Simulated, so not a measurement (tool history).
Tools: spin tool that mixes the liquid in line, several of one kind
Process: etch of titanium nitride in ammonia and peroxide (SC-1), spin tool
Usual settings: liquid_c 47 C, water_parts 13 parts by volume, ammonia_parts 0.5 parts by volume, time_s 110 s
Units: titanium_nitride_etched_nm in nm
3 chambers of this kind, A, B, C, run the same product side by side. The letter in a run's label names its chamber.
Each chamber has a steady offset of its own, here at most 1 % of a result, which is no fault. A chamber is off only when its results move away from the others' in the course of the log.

run,day,liquid_c,water_parts,ammonia_parts,time_s,"read-back film thickness of the titanium nitride reference wafer, read on the same gauge (nm)",titanium_nitride_etched_nm
1B,0.238,47,13,0.5,110,149.98,6.1639
# day 0.358: chamber B: new drum of ammonia solution connected
2C,0.458,47,13,0.5,110,150.04,6.2726
3A,0.692,47,13,0.5,110,149.98,6.2632
4B,0.858,47,13,0.5,110,149.99,6.3289
5C,1.125,47,13,0.5,110,150.01,6.2780
6A,1.308,47,13,0.5,110,150.01,6.4124
7A,1.571,47,13,0.5,110,150.00,6.4956
8C,1.842,47,13,0.5,110,149.97,6.2240
9B,2.046,47,13,0.5,110,149.98,6.1847
10C,2.321,47,13,0.5,110,150.01,6.2987
11B,2.458,47,13,0.5,110,150.00,6.3577
12A,2.708,47,13,0.5,110,150.00,6.6963
13B,2.883,47,13,0.5,110,150.00,6.2868
14C,3.100,47,13,0.5,110,149.99,6.1468
15A,3.279,47,13,0.5,110,149.99,6.8609
16A,3.479,47,13,0.5,110,150.00,6.9045
17C,3.742,47,13,0.5,110,149.96,6.1915
18B,3.962,47,13,0.5,110,150.00,6.1665
19A,4.208,47,13,0.5,110,150.00,7.1088
20C,4.429,47,17,0.5,110,150.01,5.3471
21B,4.562,47,17,0.5,110,150.02,5.4637

Is one chamber off against the others, does the gauge drift, or is nothing wrong? If a chamber is off, say which, and what the likeliest cause is.

Chamber A drifts away from the others.
Cause: liquid hotter than its thermometer reads (K) = 1.91.

Here are 4 candidates for chamber A's next run, each the usual settings with a change, their results left as question marks. Which one brings its results back in line with what the others give on the usual settings?
In line means no further than this from the other chambers' mean on the usual settings: titanium_nitride_etched_nm 0.2100 nm
22A-1,4.779,47,12.5,0.50,125,,?
22A-2,4.779,44,13.5,0.50,110,,?
22A-3,4.779,49,12.5,0.50,120,,?
22A-4,4.779,47,16.5,0.45,110,,?

The other chambers' mean on the usual settings: titanium_nitride_etched_nm 6.2412 nm
run,titanium_nitride_etched_nm
22A-1,8.4168
22A-2,5.7559
22A-3,9.2826
22A-4,6.2545
22A-4 brings the chamber back in line.

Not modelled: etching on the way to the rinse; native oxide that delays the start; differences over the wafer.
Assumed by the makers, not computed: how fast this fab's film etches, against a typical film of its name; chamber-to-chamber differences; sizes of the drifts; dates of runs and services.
